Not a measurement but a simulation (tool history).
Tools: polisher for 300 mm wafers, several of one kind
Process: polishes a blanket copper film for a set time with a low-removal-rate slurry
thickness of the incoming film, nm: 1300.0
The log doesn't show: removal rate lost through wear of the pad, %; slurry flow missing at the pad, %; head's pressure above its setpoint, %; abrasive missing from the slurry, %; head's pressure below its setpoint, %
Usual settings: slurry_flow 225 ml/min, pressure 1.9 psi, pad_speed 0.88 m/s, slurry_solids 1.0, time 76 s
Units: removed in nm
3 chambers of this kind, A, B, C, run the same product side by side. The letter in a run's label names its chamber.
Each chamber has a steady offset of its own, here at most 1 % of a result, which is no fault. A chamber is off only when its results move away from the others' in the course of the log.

run	hour	slurry_flow	pressure	pad_speed	slurry_solids	time	wafers polished on this pad	hours since the slurry nozzle was cleaned	hours since the head pressure was calibrated	hours since the slurry blender was calibrated	removed
1B	4.1	225	1.9	0.88	1.0	76	713	429.5	467.0	158.6	157.200
2C	7.2	225	1.9	0.88	1.0	76	683	477.9	383.0	181.3	156.140
3A	11.2	225	1.9	0.88	1.0	76	1222	333.3	1138.4	73.4	148.830
4C	14.7	225	1.9	0.88	1.0	76	762	485.4	390.5	188.8	158.390
# hour 15.4: chamber A: worn pad replaced by a new one
# hour 17.0: chamber C: worn pad replaced by a new one
5B	18.4	225	1.9	0.88	1.0	76	864	443.8	481.3	172.9	158.280
# hour 21.2: chamber B: worn pad replaced by a new one
6A	22.6	225	1.9	0.88	1.0	76	76	344.7	1149.8	84.8	152.760
7B	24.7	225	1.9	1.04	1.3	76	37	450.1	487.6	179.2	194.540
8C	27.7	225	1.9	1.04	1.3	76	113	498.4	403.5	201.8	194.800
9A	29.8	225	1.9	1.04	1.3	76	151	351.9	1157.0	92.0	194.490
10A	33.3	225	1.9	0.88	1.0	76	188	355.4	1160.5	95.5	155.350
# hour 33.9: chamber C: head pressure recalibrated
11C	37.1	225	1.9	0.88	1.0	76	211	507.8	3.3	211.2	143.220
12B	40.2	225	1.9	0.88	1.0	76	199	465.6	503.1	194.7	156.550
13C	42.5	225	1.9	0.88	1.0	76	268	513.2	8.7	216.6	145.940
14A	45.5	225	1.9	0.88	1.0	76	316	367.6	1172.7	107.7	157.300
15B	48.5	225	1.9	0.88	1.0	76	287	473.9	511.4	203.0	156.060
16C	52.1	225	1.3	0.88	0.9	76	369	522.8	18.3	226.2	98.298
17A	55.9	225	1.3	0.88	0.9	76	425	378.0	1183.1	118.1	104.250
18B	59.4	225	1.3	0.88	0.9	76	401	484.8	522.3	213.9	103.390
19C	61.8	225	1.9	0.88	1.0	76	471	532.5	28.0	235.9	145.420
20B	65.0	225	1.9	0.88	1.0	76	460	490.4	527.9	219.5	153.480
21A	68.0	225	1.9	0.88	1.0	76	553	390.1	1195.2	130.2	152.880
# hour 68.3: chamber A: slurry blender recalibrated
22B	72.1	225	1.9	0.88	1.0	76	534	497.5	535.0	226.6	153.010
23C	74.5	225	1.9	0.88	1.0	76	604	545.2	40.7	248.6	145.100
# hour 76.8: chamber C: worn pad replaced by a new one
24A	77.5	225	1.9	0.88	1.0	76	652	399.6	1204.7	9.3	153.620
25B	81.8	225	1.9	0.88	1.0	76	636	507.2	544.7	236.3	157.360
26C	84.1	195	1.9	0.88	1.0	76	76	554.8	50.3	258.2	144.850
# hour 87.1: chamber C: slurry blender recalibrated
27A	88.5	195	1.9	0.88	1.0	76	768	410.6	1215.7	20.3	147.970
28A	90.5	195	1.9	0.88	1.0	76	789	412.6	1217.7	22.3	150.050
29C	94.3	225	1.9	0.88	1.0	76	183	565.0	60.5	7.2	148.170

What goes on in this fleet: one chamber off, a drifting gauge, or nothing beyond the chambers' own small offsets? Name the chamber and the cause, if any.

A service left chamber C off against the others.
Cause: head's pressure below its setpoint, % = 6.47.

Here are 4 candidates for chamber C's next run, each the usual settings with a change, their results left as question marks. Which one brings its results back in line with what the others give on the usual settings?
In line means no further than this from the other chambers' mean on the usual settings: removed 7.000 nm
30C-1	97.5	225	1.8	0.84	1.0	72					?
30C-2	97.5	225	1.8	0.88	1.0	74					?
30C-3	97.5	230	2.2	0.88	1.0	76					?
30C-4	97.5	225	1.9	0.90	1.0	78					?

The other chambers' mean on the usual settings: removed 154.890 nm
run	removed
30C-1	124.160
30C-2	133.700
30C-3	168.730
30C-4	152.270
30C-4 brings the chamber back in line.
